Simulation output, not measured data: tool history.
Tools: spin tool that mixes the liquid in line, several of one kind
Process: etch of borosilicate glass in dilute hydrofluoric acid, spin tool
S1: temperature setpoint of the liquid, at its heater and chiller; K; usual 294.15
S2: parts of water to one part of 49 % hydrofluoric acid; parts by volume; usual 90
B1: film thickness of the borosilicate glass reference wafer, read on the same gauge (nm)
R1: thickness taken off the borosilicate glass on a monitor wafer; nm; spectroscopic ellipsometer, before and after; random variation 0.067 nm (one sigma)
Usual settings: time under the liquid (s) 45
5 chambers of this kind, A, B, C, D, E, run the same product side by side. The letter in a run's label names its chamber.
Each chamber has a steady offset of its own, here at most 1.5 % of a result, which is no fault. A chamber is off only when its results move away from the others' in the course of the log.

run 1A hour=4.2 | S1=294.15 S2=90 time_under_the_liquid_(s)=45 | B1=99.999 | R1=8.4377
run 2B hour=8.9 | S1=294.15 S2=90 time_under_the_liquid_(s)=45 | B1=99.99 | R1=8.2679
run 3E hour=13 | S1=294.15 S2=90 time_under_the_liquid_(s)=45 | B1=99.988 | R1=8.387
run 4C hour=17.2 | S1=294.15 S2=90 time_under_the_liquid_(s)=45 | B1=100.01 | R1=8.4477
run 5D hour=22.1 | S1=294.15 S2=90 time_under_the_liquid_(s)=45 | B1=99.985 | R1=8.3168
run 6E hour=26.7 | S1=294.15 S2=90 time_under_the_liquid_(s)=45 | B1=100.02 | R1=8.3395
run 7D hour=35.1 | S1=294.15 S2=90 time_under_the_liquid_(s)=45 | B1=100.02 | R1=8.323
run 8B hour=39.5 | S1=294.15 S2=90 time_under_the_liquid_(s)=45 | B1=100.01 | R1=8.3704
-- hour=42.7 chamber B: hydrofluoric acid flow meter replaced
run 9A hour=46.6 | S1=294.15 S2=90 time_under_the_liquid_(s)=45 | B1=99.998 | R1=8.4587
run 10C hour=52.5 | S1=294.15 S2=90 time_under_the_liquid_(s)=45 | B1=100 | R1=8.3891
run 11A hour=61 | S1=294.15 S2=50 time_under_the_liquid_(s)=45 | B1=100.01 | R1=15.93
run 12E hour=69.7 | S1=294.15 S2=50 time_under_the_liquid_(s)=45 | B1=100.01 | R1=15.553
run 13B hour=75.3 | S1=294.15 S2=50 time_under_the_liquid_(s)=45 | B1=99.973 | R1=15.763
run 14D hour=82 | S1=294.15 S2=50 time_under_the_liquid_(s)=45 | B1=99.99 | R1=15.563
run 15C hour=89.9 | S1=294.15 S2=50 time_under_the_liquid_(s)=45 | B1=100.01 | R1=15.907
run 16B hour=97.8 | S1=294.15 S2=90 time_under_the_liquid_(s)=45 | B1=100 | R1=8.4356
-- hour=98.9 chamber A: hydrofluoric acid flow meter replaced
run 17D hour=102.8 | S1=294.15 S2=90 time_under_the_liquid_(s)=45 | B1=100.01 | R1=8.2835
run 18E hour=107.6 | S1=294.15 S2=90 time_under_the_liquid_(s)=45 | B1=100.01 | R1=8.4315
run 19A hour=114.2 | S1=294.15 S2=90 time_under_the_liquid_(s)=45 | B1=100.02 | R1=8.3977
run 20C hour=121.2 | S1=290.65 S2=60 time_under_the_liquid_(s)=45 | B1=99.991 | R1=11.425
-- hour=129.2 chamber C: thermometer replaced
run 21C hour=130 | S1=290.65 S2=60 time_under_the_liquid_(s)=45 | B1=99.994 | R1=11.209
run 22D hour=136.1 | S1=290.65 S2=60 time_under_the_liquid_(s)=45 | B1=99.983 | R1=11.026
run 23A hour=143.5 | S1=290.65 S2=60 time_under_the_liquid_(s)=45 | B1=99.991 | R1=11.248
run 24E hour=148.8 | S1=290.65 S2=60 time_under_the_liquid_(s)=45 | B1=99.995 | R1=11.217
run 25B hour=153.8 | S1=294.15 S2=90 time_under_the_liquid_(s)=45 | B1=100.01 | R1=8.3941
run 26A hour=161.1 | S1=294.15 S2=90 time_under_the_liquid_(s)=45 | B1=99.987 | R1=8.3902
run 27D hour=166 | S1=294.15 S2=90 time_under_the_liquid_(s)=45 | B1=99.997 | R1=8.1236
run 28B hour=174.6 | S1=294.15 S2=90 time_under_the_liquid_(s)=45 | B1=100 | R1=8.3467
run 29C hour=180.6 | S1=294.15 S2=90 time_under_the_liquid_(s)=45 | B1=99.996 | R1=8.1844
run 30E hour=187.6 | S1=294.15 S2=90 time_under_the_liquid_(s)=45 | B1=100.01 | R1=8.4903
run 31C hour=196.3 | S1=294.15 S2=90 time_under_the_liquid_(s)=45 | B1=99.993 | R1=8.2036
run 32E hour=202.3 | S1=294.15 S2=90 time_under_the_liquid_(s)=45 | B1=99.981 | R1=8.4793

Next, every chamber runs the same settings. What will each give?
run 33A hour=209 | S1=294.15 S2=90 time_under_the_liquid_(s)=45 | R1=?
run 33B hour=209 | S1=294.15 S2=90 time_under_the_liquid_(s)=45 | R1=?
run 33C hour=209 | S1=294.15 S2=90 time_under_the_liquid_(s)=45 | R1=?
run 33D hour=209 | S1=294.15 S2=90 time_under_the_liquid_(s)=45 | R1=?
run 33E hour=209 | S1=294.15 S2=90 time_under_the_liquid_(s)=45 | R1=?

run=33A R1=8.4847
run=33B R1=8.4318
run=33C R1=8.3099
run=33D R1=8.0979
run=33E R1=8.3369

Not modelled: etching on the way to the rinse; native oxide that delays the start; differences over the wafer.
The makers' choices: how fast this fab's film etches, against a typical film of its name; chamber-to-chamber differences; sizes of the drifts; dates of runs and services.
